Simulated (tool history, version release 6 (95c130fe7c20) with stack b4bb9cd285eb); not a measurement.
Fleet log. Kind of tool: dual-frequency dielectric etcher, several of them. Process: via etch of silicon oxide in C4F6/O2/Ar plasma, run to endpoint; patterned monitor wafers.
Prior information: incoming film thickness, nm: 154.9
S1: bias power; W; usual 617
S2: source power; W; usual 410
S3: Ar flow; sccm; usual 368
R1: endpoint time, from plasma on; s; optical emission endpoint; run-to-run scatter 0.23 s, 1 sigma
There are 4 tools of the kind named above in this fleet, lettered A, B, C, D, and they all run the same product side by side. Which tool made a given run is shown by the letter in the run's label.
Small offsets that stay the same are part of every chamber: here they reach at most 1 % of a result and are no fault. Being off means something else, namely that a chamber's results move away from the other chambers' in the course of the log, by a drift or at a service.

{"run": "1D", "hour": 13.6, "S1": 617, "S2": 410, "S3": 368, "R1": 31.648}
{"run": "2C", "hour": 21.6, "S1": 617, "S2": 410, "S3": 368, "R1": 31.922}
{"run": "3B", "hour": 35.4, "S1": 617, "S2": 410, "S3": 368, "R1": 31.938}
{"run": "4A", "hour": 42.9, "S1": 617, "S2": 410, "S3": 368, "R1": 31.703}
{"run": "5D", "hour": 49.3, "S1": 617, "S2": 410, "S3": 368, "R1": 31.859}
{"run": "6C", "hour": 60.9, "S1": 552, "S2": 460, "S3": 368, "R1": 32.243}
{"run": "7B", "hour": 70.1, "S1": 552, "S2": 460, "S3": 368, "R1": 32.062}
{"run": "8A", "hour": 82.5, "S1": 552, "S2": 460, "S3": 368, "R1": 32.233}
{"run": "9D", "hour": 94.3, "S1": 552, "S2": 460, "S3": 368, "R1": 32.034}
{"hour": 97.4, "done": "chamber D: Ar flow controller replaced"}
{"run": "10B", "hour": 104.5, "S1": 617, "S2": 410, "S3": 368, "R1": 31.525}
{"run": "11C", "hour": 114.1, "S1": 764, "S2": 410, "S3": 368, "R1": 29.366}
{"hour": 116.3, "done": "chamber A: bias power generator calibrated"}
{"run": "12A", "hour": 121.4, "S1": 764, "S2": 410, "S3": 368, "R1": 29.494}
{"run": "13D", "hour": 135.5, "S1": 764, "S2": 410, "S3": 368, "R1": 29.154}
{"run": "14A", "hour": 147.9, "S1": 764, "S2": 410, "S3": 368, "R1": 29.094}
{"run": "15B", "hour": 154.9, "S1": 617, "S2": 410, "S3": 368, "R1": 32.318}
{"run": "16C", "hour": 165.6, "S1": 617, "S2": 410, "S3": 368, "R1": 31.729}
{"run": "17B", "hour": 176.8, "S1": 617, "S2": 410, "S3": 368, "R1": 32.518}
{"run": "18A", "hour": 189.3, "S1": 617, "S2": 410, "S3": 368, "R1": 31.92}
{"run": "19D", "hour": 200.3, "S1": 617, "S2": 410, "S3": 368, "R1": 31.885}
{"run": "20C", "hour": 212.2, "S1": 617, "S2": 410, "S3": 368, "R1": 31.643}
{"run": "21C", "hour": 224.1, "S1": 617, "S2": 410, "S3": 368, "R1": 31.898}
{"run": "22B", "hour": 235.6, "S1": 617, "S2": 410, "S3": 368, "R1": 31.811}
{"run": "23A", "hour": 249.8, "S1": 617, "S2": 410, "S3": 368, "R1": 31.619}
{"run": "24D", "hour": 257.6, "S1": 617, "S2": 410, "S3": 368, "R1": 32.15}
{"run": "25B", "hour": 265.6, "S1": 617, "S2": 410, "S3": 368, "R1": 31.997}
{"run": "26C", "hour": 274.9, "S1": 678, "S2": 460, "S3": 368, "R1": 29.355}
{"run": "27A", "hour": 287.4, "S1": 678, "S2": 460, "S3": 368, "R1": 29.499}
{"run": "28D", "hour": 296.0, "S1": 678, "S2": 460, "S3": 368, "R1": 29.472}
{"run": "29B", "hour": 302.3, "S1": 678, "S2": 460, "S3": 368, "R1": 29.612}
{"run": "30C", "hour": 315.6, "S1": 617, "S2": 410, "S3": 368, "R1": 32.301}
{"hour": 316.5, "done": "chamber B: wet clean of the chamber"}
{"hour": 319.2, "done": "chamber B: source power generator calibrated"}
{"run": "31A", "hour": 326.6, "S1": 617, "S2": 410, "S3": 368, "R1": 31.997}
{"run": "32D", "hour": 338.3, "S1": 617, "S2": 410, "S3": 368, "R1": 31.563}
{"run": "33B", "hour": 352.6, "S1": 617, "S2": 410, "S3": 368, "R1": 32.181}
{"run": "34D", "hour": 360.8, "S1": 617, "S2": 410, "S3": 368, "R1": 31.795}
{"hour": 361.1, "done": "chamber D: wet clean of the chamber"}
{"run": "35A", "hour": 370.0, "S1": 617, "S2": 410, "S3": 368, "R1": 31.686}
{"run": "36C", "hour": 380.4, "S1": 617, "S2": 370, "S3": 432, "R1": 33.335}
{"hour": 388.1, "done": "chamber C: wet clean of the chamber"}
{"run": "37A", "hour": 394.5, "S1": 617, "S2": 370, "S3": 432, "R1": 34.212}
{"hour": 400.3, "done": "chamber A: wet clean of the chamber"}
{"run": "38D", "hour": 404.0, "S1": 617, "S2": 370, "S3": 432, "R1": 33.622}
{"run": "39B", "hour": 410.5, "S1": 617, "S2": 370, "S3": 432, "R1": 33.946}
{"run": "40C", "hour": 417.3, "S1": 617, "S2": 410, "S3": 368, "R1": 31.555}
{"run": "41C", "hour": 423.7, "S1": 666, "S2": 410, "S3": 323, "R1": 30.754}
{"run": "42A", "hour": 434.2, "S1": 666, "S2": 410, "S3": 323, "R1": 30.371}
{"run": "43B", "hour": 447.8, "S1": 666, "S2": 410, "S3": 323, "R1": 30.7}

One chamber off, gauge drift, or nothing amiss beyond the chambers' own small offsets? If it is a chamber, which one, and what is the likeliest cause?

Neither any chamber nor the gauge drifts; the chambers differ only by their own small, steady offsets.
